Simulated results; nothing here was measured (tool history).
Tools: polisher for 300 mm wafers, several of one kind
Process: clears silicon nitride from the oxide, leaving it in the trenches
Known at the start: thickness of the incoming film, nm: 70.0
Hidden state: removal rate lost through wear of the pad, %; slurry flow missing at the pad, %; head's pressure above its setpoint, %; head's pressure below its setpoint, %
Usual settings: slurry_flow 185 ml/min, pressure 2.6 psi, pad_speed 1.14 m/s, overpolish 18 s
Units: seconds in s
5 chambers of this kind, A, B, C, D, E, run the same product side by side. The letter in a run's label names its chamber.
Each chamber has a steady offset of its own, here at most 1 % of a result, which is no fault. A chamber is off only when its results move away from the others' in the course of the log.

run,hour,slurry_flow,pressure,pad_speed,overpolish,wafers polished on this pad,hours since the slurry nozzle was cleaned,hours since the head pressure was calibrated,seconds
# hour 2.3: chamber E: worn pad replaced by a new one
1A,11.2,185,2.6,1.14,18,329,310.9,1204.7,84.264
# hour 11.3: chamber C: slurry nozzle cleaned
2C,24.6,185,2.6,1.14,18,864,13.3,236,82.605
# hour 34.9: chamber D: worn pad replaced by a new one
3D,39.9,185,2.6,1.14,18,63,71.7,80.1,79.889
4E,46.6,185,2.6,1.14,18,557,65.3,671.5,79.814
# hour 52.8: chamber C: worn pad replaced by a new one
5B,58.3,185,2.6,1.14,22,1188,553,428.6,81.31
# hour 60: chamber B: worn pad replaced by a new one
# hour 63.9: chamber A: head pressure recalibrated
# hour 73.2: chamber A: worn pad replaced by a new one
6D,73.6,185,2.6,1.14,22,486,105.4,113.8,81.478
7C,83.8,185,2.6,1.14,22,389,72.5,295.2,81.784
# hour 94.3: chamber E: worn pad replaced by a new one
8E,97,185,2.6,1.14,22,34,115.7,721.9,80.777
9A,105,185,2.6,1.14,22,399,404.7,41.1,81.721
10B,113.7,185,3.3,1.14,10,675,608.4,484,64.523
11D,122.2,185,3.3,1.14,10,1096,154,162.4,63.399
# hour 124: chamber D: worn pad replaced by a new one
12A,129.8,185,3.3,1.14,10,711,429.5,65.9,65.718
# hour 137.8: chamber B: worn pad replaced by a new one
13E,140.5,185,3.3,1.14,10,580,159.2,765.4,63.015
# hour 143.5: chamber C: worn pad replaced by a new one
14B,148.7,185,3.3,1.14,10,137,643.4,519,63.332
15C,162.6,185,2.1,1.14,18,240,151.3,374,101.05
# hour 168.3: chamber E: slurry nozzle cleaned
# hour 169.1: chamber A: worn pad replaced by a new one
16E,169.5,185,2.1,1.14,18,944,1.2,794.4,101.33
17B,183.6,185,2.1,1.14,18,576,678.3,553.9,99.666
# hour 188: chamber E: worn pad replaced by a new one
18C,196.3,185,2.1,1.14,18,664,185,407.7,102.45
# hour 197.3: chamber C: head pressure recalibrated
19A,207.7,185,2.1,1.14,18,485,507.4,143.8,103.62
# hour 209.6: chamber D: worn pad replaced by a new one
# hour 211.3: chamber A: slurry nozzle cleaned
20D,216,185,2.6,1.14,18,81,247.8,256.2,80.575
# hour 231: chamber D: slurry nozzle cleaned
# hour 231.1: chamber C: worn pad replaced by a new one
21A,231.3,185,2.6,1.14,18,781,20.1,167.4,84.311
# hour 234.7: chamber B: worn pad replaced by a new one
22B,246,185,2.6,1.14,18,142,740.7,616.3,81.789
23D,255.3,185,2.6,1.14,18,575,24.4,295.5,81.093
24C,263,185,2.6,1.14,18,400,251.7,65.8,87.574
25E,273,185,2.6,1.14,18,1067,104.7,897.9,79.574
# hour 273.2: chamber A: worn pad replaced by a new one
# hour 275.7: chamber E: worn pad replaced by a new one
26B,286.7,185,2.6,1.14,18,653,781.4,657,82.826
# hour 289.1: chamber D: worn pad replaced by a new one
27D,293.9,185,2.6,1.14,18,60,63,334.1,81.775
28E,301.8,185,2.6,1.14,18,327,133.5,926.7,80.249
# hour 303.1: chamber E: head pressure recalibrated
29A,314.4,185,2.6,1.14,18,518,103.2,250.5,83.086
# hour 316.7: chamber B: worn pad replaced by a new one
# hour 323.9: chamber C: worn pad replaced by a new one
30C,326.9,185,1.9,0.98,18,38,315.6,129.7,143.13
31E,333.6,185,1.9,0.98,18,727,165.3,30.5,132.52
32B,345.5,185,1.9,0.98,18,361,840.2,715.8,127.49
33C,355.4,185,1.9,0.98,18,396,344.1,158.2,142.36
34D,362.1,185,1.9,0.98,18,917,131.2,402.3,125.8
35A,369.3,185,2.6,1.14,18,1207,158.1,305.4,81.651
# hour 369.6: chamber A: worn pad replaced by a new one
# hour 373.7: chamber E: worn pad replaced by a new one
# hour 374.8: chamber E: slurry nozzle cleaned
36B,377.3,185,2.6,1.14,18,761,872,747.6,80.297
# hour 378.4: chamber D: worn pad replaced by a new one
37D,389.2,185,2.6,1.14,18,136,158.3,429.4,81.782
38E,396.5,185,2.6,1.14,18,286,21.7,93.4,80.078
# hour 403.6: chamber C: worn pad replaced by a new one
39C,407.7,185,2.6,1.14,18,52,396.4,210.5,89.402
40A,422.2,185,2.6,1.14,18,661,211,358.3,84.798

What goes on in this fleet: one chamber off, a drifting gauge, or nothing beyond the chambers' own small offsets? Name the chamber and the cause, if any.

A service left chamber C off against the others.
Cause: head's pressure below its setpoint, % = 7.69.

Here are 4 candidates for chamber C's next run, each the usual settings with a change, their results left as question marks. Which one brings its results back in line with what the others give on the usual settings?
In line means no further than this from the other chambers' mean on the usual settings: seconds 2.9 s
41C-1,433.3,180,2.6,0.98,18,,,,?
41C-2,433.3,185,2.5,1.08,18,,,,?
41C-3,433.3,185,2.7,1.2,18,,,,?
41C-4,433.3,190,3,1.14,18,,,,?

The other chambers' mean on the usual settings: seconds 81.626 s
run,seconds
41C-1,104.42
41C-2,97.975
41C-3,81.565
41C-4,77.105
41C-3 brings the chamber back in line.
